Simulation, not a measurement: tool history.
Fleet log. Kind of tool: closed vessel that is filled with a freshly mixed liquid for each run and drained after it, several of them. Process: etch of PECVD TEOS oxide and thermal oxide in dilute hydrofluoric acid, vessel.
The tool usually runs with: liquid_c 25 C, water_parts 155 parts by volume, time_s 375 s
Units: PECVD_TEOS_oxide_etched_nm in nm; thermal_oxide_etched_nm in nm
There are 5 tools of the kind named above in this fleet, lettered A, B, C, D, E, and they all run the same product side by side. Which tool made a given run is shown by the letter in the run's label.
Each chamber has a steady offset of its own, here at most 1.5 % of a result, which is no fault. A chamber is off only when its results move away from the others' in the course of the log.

| run | hour | liquid_c | water_parts | time_s | hours since the thermometer was replaced | hours since the hydrofluoric acid flow meter was replaced | read-back film thickness of the PECVD TEOS oxide reference wafer, read on the same gauge (nm) | read-back film thickness of the thermal oxide reference wafer, read on the same gauge (nm) | PECVD_TEOS_oxide_etched_nm | thermal_oxide_etched_nm |
|---|---|---|---|---|---|---|---|---|---|---|
| 1C | 9.1 | 25 | 155 | 375 | 281.6 | 202.5 | 60.041 | 119.98 | 34.562 | 10.9960 |
| 2D | 14.6 | 25 | 155 | 375 | 2301.5 | 184.0 | 60.014 | 119.98 | 35.265 | 11.0260 |
| 3A | 24.6 | 25 | 155 | 375 | 226.5 | 319.7 | 59.984 | 120.01 | 34.838 | 11.1500 |
| 4E | 31.7 | 25 | 155 | 375 | 99.6 | 511.2 | 59.995 | 119.99 | 35.033 | 11.1310 |
| 5B | 38.0 | 25 | 220 | 300 | 439.4 | 689.6 | 60.022 | 120.01 | 18.353 | 5.7845 |
| 6D | 44.2 | 25 | 220 | 300 | 2331.1 | 213.6 | 60.026 | 120.02 | 18.608 | 5.7951 |
| 7A | 49.9 | 25 | 220 | 300 | 251.8 | 345.0 | 60.014 | 120.02 | 18.672 | 5.8439 |
| 8C | 58.7 | 25 | 220 | 300 | 331.2 | 252.1 | 60.002 | 120.02 | 18.098 | 5.8150 |
| 9B | 68.4 | 25 | 220 | 300 | 469.8 | 720.0 | 59.977 | 120.01 | 18.453 | 5.7522 |
| 10E | 77.0 | 25 | 155 | 375 | 144.9 | 556.5 | 59.998 | 120.01 | 35.078 | 11.0820 |
| 11B | 84.7 | 25 | 155 | 375 | 486.1 | 736.3 | 59.971 | 120.02 | 35.406 | 10.9910 |
| 12A | 94.2 | 25 | 115 | 375 | 296.1 | 389.3 | 59.936 | 119.96 | 49.309 | 15.5580 |
| 13E | 100.5 | 25 | 115 | 375 | 168.4 | 580.0 | 60.014 | 120.01 | 49.367 | 15.4930 |
| 14D | 108.5 | 25 | 115 | 375 | 2395.4 | 277.9 | 59.961 | 119.97 | 49.382 | 15.5460 |
| 15C | 114.5 | 25 | 115 | 375 | 387.0 | 307.9 | 60.020 | 120.00 | 49.253 | 15.4560 |
| 16A | 119.7 | 25 | 115 | 375 | 321.6 | 414.8 | 59.994 | 119.99 | 49.572 | 15.5780 |
| 17B | 124.1 | 25 | 155 | 375 | 525.5 | 775.7 | 59.978 | 120.01 | 35.342 | 11.0340 |
| 18C | 128.7 | 25 | 155 | 375 | 401.2 | 322.1 | 60.024 | 120.01 | 34.846 | 10.9460 |
| 19E | 136.4 | 25 | 155 | 375 | 204.3 | 615.9 | 59.983 | 119.99 | 35.319 | 11.0030 |
| 20D | 140.9 | 25 | 155 | 375 | 2427.8 | 310.3 | 59.974 | 119.98 | 35.202 | 11.0160 |
| 21C | 146.9 | 25 | 155 | 375 | 419.4 | 340.3 | 60.038 | 119.98 | 34.843 | 11.0530 |
| 22E | 156.3 | 25 | 155 | 375 | 224.2 | 635.8 | 59.965 | 119.96 | 35.140 | 11.1080 |
| 23D | 161.8 | 25 | 155 | 375 | 2448.7 | 331.2 | 60.012 | 119.97 | 35.305 | 11.0380 |
| 24B | 167.1 | 25 | 155 | 375 | 568.5 | 818.7 | 60.014 | 120.01 | 35.067 | 11.0890 |
| 25A | 174.8 | 25 | 155 | 375 | 376.7 | 469.9 | 59.980 | 119.97 | 35.102 | 11.1420 |
| 26D | 182.6 | 25 | 130 | 465 | 2469.5 | 352.0 | 59.992 | 120.00 | 53.861 | 16.7560 |
| 27C | 190.7 | 25 | 130 | 465 | 463.2 | 384.1 | 59.991 | 120.00 | 52.434 | 16.7350 |
| 28E | 200.0 | 25 | 130 | 465 | 267.9 | 679.5 | 59.971 | 120.00 | 52.952 | 16.8010 |
| 29A | 205.1 | 25 | 130 | 465 | 407.0 | 500.2 | 60.006 | 119.99 | 53.266 | 16.8810 |
|  | 209.1 | chamber B: hydrofluoric acid flow meter replaced |
| 30B | 210.6 | 25 | 130 | 465 | 612.0 | 1.5 | 60.023 | 120.03 | 53.600 | 16.8600 |
| 31E | 219.5 | 25 | 155 | 375 | 287.4 | 699.0 | 60.042 | 120.04 | 35.280 | 11.1590 |
| 32D | 225.1 | 25 | 200 | 375 | 2512.0 | 394.5 | 59.983 | 119.99 | 25.657 | 8.0967 |
| 33C | 233.7 | 25 | 200 | 375 | 506.2 | 427.1 | 60.030 | 119.99 | 25.504 | 8.1370 |
| 34B | 239.3 | 25 | 200 | 375 | 640.7 | 30.2 | 59.962 | 119.96 | 25.844 | 8.0764 |
| 35A | 244.2 | 25 | 200 | 375 | 446.1 | 539.3 | 59.977 | 120.04 | 26.143 | 8.1871 |
| 36C | 253.8 | 25 | 200 | 375 | 526.3 | 447.2 | 60.010 | 120.01 | 25.669 | 8.0951 |
| 37A | 259.1 | 25 | 155 | 375 | 461.0 | 554.2 | 59.983 | 120.00 | 35.413 | 11.2160 |
| 38E | 267.3 | 25 | 155 | 375 | 335.2 | 746.8 | 59.981 | 120.03 | 34.841 | 11.0270 |
| 39B | 275.6 | 25 | 195 | 160 | 677.0 | 66.5 | 59.984 | 120.00 | 11.453 | 3.5636 |
| 40D | 280.9 | 25 | 195 | 160 | 2567.8 | 450.3 | 60.014 | 119.99 | 11.489 | 3.5630 |
| 41B | 289.8 | 25 | 195 | 160 | 691.2 | 80.7 | 60.026 | 120.02 | 11.336 | 3.5899 |

Is one chamber off against the others, does the gauge drift, or is nothing wrong? If a chamber is off, say which, and what the likeliest cause is.

No chamber is off and the gauge is stable; the differences are just each chamber's small, constant offset.
